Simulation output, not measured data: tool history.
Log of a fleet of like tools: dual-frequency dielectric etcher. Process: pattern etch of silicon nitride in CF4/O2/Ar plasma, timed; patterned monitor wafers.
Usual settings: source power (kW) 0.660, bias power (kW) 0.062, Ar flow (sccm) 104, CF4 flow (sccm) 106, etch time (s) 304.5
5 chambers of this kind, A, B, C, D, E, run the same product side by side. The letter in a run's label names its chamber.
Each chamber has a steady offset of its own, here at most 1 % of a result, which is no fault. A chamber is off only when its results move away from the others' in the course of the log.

run     day  source power (kW)  bias power (kW)  Ar flow (sccm)  CF4 flow (sccm)  etch time (s)  read-back reference wafer on the same gauge, depth_nm  mean etch depth across the wafer (angstrom)
 1E   0.367              0.660            0.062             104              106          304.5                                                 717.62                                       7987.5
 2A   0.700              0.660            0.062             104              106          304.5                                                 717.47                                       8019.8
 3D   0.921              0.660            0.062             104              106          304.5                                                 717.83                                       7957.3
 4C   1.254              0.660            0.062             104              106          304.5                                                 717.69                                       7931.0
 5B   1.496              0.660            0.062             104              106          304.5                                                 717.75                                       7943.9
      1.571  -- chamber D: CF4 flow controller replaced
 6C   1.783              0.660            0.062             104              106          304.5                                                 717.32                                       7930.0
 7E   1.979              0.660            0.062             104              106          304.5                                                 717.11                                       7976.9
      2.329  -- chamber A: wet clean of the chamber
 8B   2.375              0.660            0.062             104              106          304.5                                                 717.04                                       7966.2
      2.400  -- chamber E: Ar flow controller replaced
 9A   2.558              0.660            0.062             104              106          304.5                                                 717.15                                       7999.5
10D   2.850              0.660            0.062             104              106          304.5                                                 716.86                                       7976.8
11A   3.104              0.660            0.062             104              106          304.5                                                 716.86                                       8003.2
12C   3.504              0.660            0.062             104              106          304.5                                                 716.82                                       7905.8
13E   3.717              0.660            0.062             104              106          304.5                                                 716.58                                       7991.1
14D   3.942              0.660            0.062             104              106          304.5                                                 716.58                                       7979.7
15B   4.225              0.660            0.062             104              106          230.0                                                 716.47                                       6009.4
16A   4.579              0.660            0.062             104              106          230.0                                                 716.09                                       6027.7
      4.796  -- chamber C: source power generator calibrated
17B   4.912              0.660            0.062             104              106          230.0                                                 715.94                                       6012.0
18C   5.117              0.660            0.062             104              106          230.0                                                 715.81                                       5982.7
19D   5.500              0.660            0.062             104              106          230.0                                                 715.89                                       6000.9
20E   5.854              0.660            0.062             104              106          304.5                                                 715.73                                       7957.6
21A   6.104              0.660            0.062             104              106          304.5                                                 715.42                                       7995.7
22E   6.375              0.660            0.062             104              106          304.5                                                 715.76                                       7964.7
23D   6.700              0.660            0.062             104              106          304.5                                                 715.45                                       7961.7
24B   7.108              0.660            0.062             104              106          304.5                                                 715.13                                       7966.8
      7.288  -- chamber E: wet clean of the chamber
25C   7.342              0.660            0.062             104               82          304.5                                                 715.08                                       7672.7
26B   7.633              0.660            0.062             104               82          304.5                                                 715.06                                       7713.0
27D   7.842              0.660            0.062             104               82          304.5                                                 715.20                                       7715.2
28A   8.067              0.660            0.062             104               82          304.5                                                 714.76                                       7724.5
29E   8.329              0.660            0.062             104               82          304.5                                                 714.86                                       7717.9
      8.592  -- chamber C: wet clean of the chamber
      8.712  -- chamber B: Ar flow controller replaced
30C   8.746              0.660            0.062             104              106          304.5                                                 714.58                                       7926.1
31B   9.025              0.660            0.062             104              106          304.5                                                 714.12                                       7929.7
32D   9.346              0.660            0.062             104              106          304.5                                                 714.28                                       7918.0
33A   9.617              0.660            0.062             104              106          304.5                                                 714.28                                       7987.6
34C   9.842              0.660            0.062             104              106          304.5                                                 713.96                                       7903.5
35E  10.062              0.660            0.062             104              106          304.5                                                 713.85                                       7959.7
36A  10.292              0.660            0.062             104              106          304.5                                                 714.14                                       7954.9
37D  10.642              0.660            0.062             104              106          273.5                                                 713.75                                       7127.4
38E  10.967              0.660            0.062             104              106          273.5                                                 713.30                                       7156.6
39B  11.254              0.660            0.062             104              106          273.5                                                 713.41                                       7121.8
40C  11.546              0.660            0.062             104              106          273.5                                                 713.19                                       7093.7

What goes on in this fleet: one chamber off, a drifting gauge, or nothing beyond the chambers' own small offsets? Name the chamber and the cause, if any.

The gauge drifts, so all chambers seem to drift together. No chamber is off.
Cause: gauge reads low (%) = 0.658.
